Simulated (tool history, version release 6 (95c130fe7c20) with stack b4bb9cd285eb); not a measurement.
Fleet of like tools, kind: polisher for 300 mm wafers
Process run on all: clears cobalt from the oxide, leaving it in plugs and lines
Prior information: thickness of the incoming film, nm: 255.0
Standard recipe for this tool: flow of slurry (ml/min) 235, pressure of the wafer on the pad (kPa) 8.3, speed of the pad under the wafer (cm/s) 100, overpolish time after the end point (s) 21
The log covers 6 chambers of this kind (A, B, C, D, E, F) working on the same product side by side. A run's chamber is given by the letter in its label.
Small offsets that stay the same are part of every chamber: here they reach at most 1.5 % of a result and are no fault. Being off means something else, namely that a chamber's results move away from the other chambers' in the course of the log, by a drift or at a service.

run	hour	flow of slurry (ml/min)	pressure of the wafer on the pad (kPa)	speed of the pad under the wafer (cm/s)	overpolish time after the end point (s)	time until the end point was called (s)	dishing of a wide line in a test structure (nm)
1C	4.6	235	8.3	100	21	100.870	39.878
# hour 8.1: chamber D: worn pad replaced by a new one
2D	8.2	235	8.3	100	21	96.997	38.820
3A	13.4	235	8.3	100	21	98.240	39.325
4F	17.9	235	8.3	100	21	99.174	39.503
# hour 18.8: chamber F: worn pad replaced by a new one
5E	24.3	235	8.3	100	21	97.856	38.856
6B	28.1	235	8.3	100	21	102.200	39.348
7C	34.0	235	8.3	100	21	101.320	40.239
# hour 37.2: chamber A: worn pad replaced by a new one
8B	38.2	235	8.3	100	21	101.590	39.865
9F	42.2	235	8.3	100	21	96.362	40.822
10E	46.5	235	8.3	100	21	99.521	39.191
11D	51.2	190	6.2	100	21	137.350	30.503
12A	55.9	190	6.2	100	21	135.470	32.153
13A	59.5	190	6.2	100	21	134.430	31.213
# hour 61.7: chamber B: worn pad replaced by a new one
14D	63.3	190	6.2	100	21	133.610	31.413
15C	66.9	190	6.2	100	21	130.970	32.328
16F	70.1	190	6.2	100	21	133.770	31.288
17E	74.4	235	8.3	100	21	97.916	38.552
# hour 78.7: chamber D: head pressure recalibrated
18B	79.8	235	8.3	100	21	100.990	39.972
19C	84.4	235	8.3	100	21	98.544	40.489
# hour 84.5: chamber C: worn pad replaced by a new one
# hour 86.1: chamber E: slurry nozzle cleaned
20A	87.4	235	8.3	100	21	103.550	39.992
21D	93.1	235	8.3	100	21	99.846	38.890
22F	97.9	235	8.3	100	21	99.154	39.110
# hour 101.5: chamber D: slurry nozzle cleaned
23B	101.9	235	8.3	100	21	100.640	38.026
24E	106.5	235	8.3	126	21	78.897	45.926
25D	109.7	235	8.3	126	21	79.504	45.250
26F	113.6	235	8.3	126	21	78.195	46.379
# hour 114.4: chamber B: slurry nozzle cleaned
27B	119.7	235	8.3	126	21	81.472	46.531
28E	125.4	235	8.3	126	21	77.832	46.683
29A	131.5	235	8.3	126	21	77.496	47.741
30C	137.9	235	8.3	100	21	100.980	39.763
# hour 140.1: chamber E: worn pad replaced by a new one
31D	142.8	235	5.5	100	21	145.760	28.953
32A	145.8	235	5.5	100	21	146.830	28.664
33C	150.7	235	5.5	100	21	147.770	28.838
34B	155.4	235	5.5	100	21	146.600	28.135
# hour 160.8: chamber F: worn pad replaced by a new one
35F	161.2	235	5.5	100	21	148.000	29.204
36E	165.3	235	5.5	100	21	146.860	29.133
37F	170.6	235	8.3	100	21	101.730	38.942
38C	176.0	235	8.3	100	21	100.640	39.884
39D	181.8	235	8.3	100	21	98.995	38.801
40B	188.0	235	8.3	100	21	97.339	39.482

Predict what each chamber gives when all 6 of them run the settings below next.
41A	192.6	235	8.3	100	21	?	?
41B	192.6	235	8.3	100	21	?	?
41C	192.6	235	8.3	100	21	?	?
41D	192.6	235	8.3	100	21	?	?
41E	192.6	235	8.3	100	21	?	?
41F	192.6	235	8.3	100	21	?	?

run	time until the end point was called (s)	dishing of a wide line in a test structure (nm)
41A	98.334	40.174
41B	97.959	40.234
41C	100.520	39.366
41D	101.580	39.879
41E	98.215	39.564
41F	102.730	38.792
